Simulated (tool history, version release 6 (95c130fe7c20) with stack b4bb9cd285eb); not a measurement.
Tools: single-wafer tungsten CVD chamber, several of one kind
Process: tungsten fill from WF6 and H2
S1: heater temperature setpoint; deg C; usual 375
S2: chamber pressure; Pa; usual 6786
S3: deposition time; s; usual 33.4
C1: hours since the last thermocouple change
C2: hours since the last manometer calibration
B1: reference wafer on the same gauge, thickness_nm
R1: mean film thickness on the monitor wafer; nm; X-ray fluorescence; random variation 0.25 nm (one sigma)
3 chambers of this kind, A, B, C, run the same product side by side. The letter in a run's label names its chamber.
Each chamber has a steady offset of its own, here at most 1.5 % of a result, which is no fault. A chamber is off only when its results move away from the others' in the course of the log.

run,hour,S1,S2,S3,C1,C2,B1,R1
1A,3.8,375,6786,33.4,457.5,1193.8,81.913,76.221
2B,6.8,375,6786,33.4,1578.2,1430.5,81.867,77.277
3C,9.7,375,6786,33.4,939.1,1660.1,81.946,75.692
4A,14.1,375,6786,33.4,467.8,1204.1,81.845,75.836
5C,16.7,375,6786,33.4,946.1,1667.1,82.009,75.689
6B,22.2,375,6786,33.4,1593.6,1445.9,81.893,77.197
7A,26.3,375,6786,33.4,480,1216.3,81.93,76.006
8B,29.8,375,6786,36,1601.2,1453.5,81.914,82.967
9C,34.2,375,6786,36,963.6,1684.6,81.926,81.462
10A,36.9,375,6786,36,490.6,1226.9,81.912,82.17
11B,40.3,375,6786,33.4,1611.7,1464,81.957,76.921
12C,43.9,375,6786,33.4,973.3,1694.3,81.865,75.535
13C,48,375,6786,33.4,977.4,1698.4,81.957,75.608
14B,51,375,6786,33.4,1622.4,1474.7,81.852,77.146
15A,56,375,6786,33.4,509.7,1246,81.922,75.908
16C,60.6,375,6786,33.4,990,1711,81.939,75.501
17A,64.2,375,6786,33.4,517.9,1254.2,81.862,75.819
18B,69.9,375,6786,33.4,1641.3,1493.6,81.877,76.883
19A,74.3,375,6786,33.4,528,1264.3,81.9,75.769
20B,80,375,6786,33.4,1651.4,1503.7,81.874,77.284

What goes on in this fleet: one chamber off, a drifting gauge, or nothing beyond the chambers' own small offsets? Name the chamber and the cause, if any.

No chamber stands off beyond its own small offset, and the gauge holds steady.

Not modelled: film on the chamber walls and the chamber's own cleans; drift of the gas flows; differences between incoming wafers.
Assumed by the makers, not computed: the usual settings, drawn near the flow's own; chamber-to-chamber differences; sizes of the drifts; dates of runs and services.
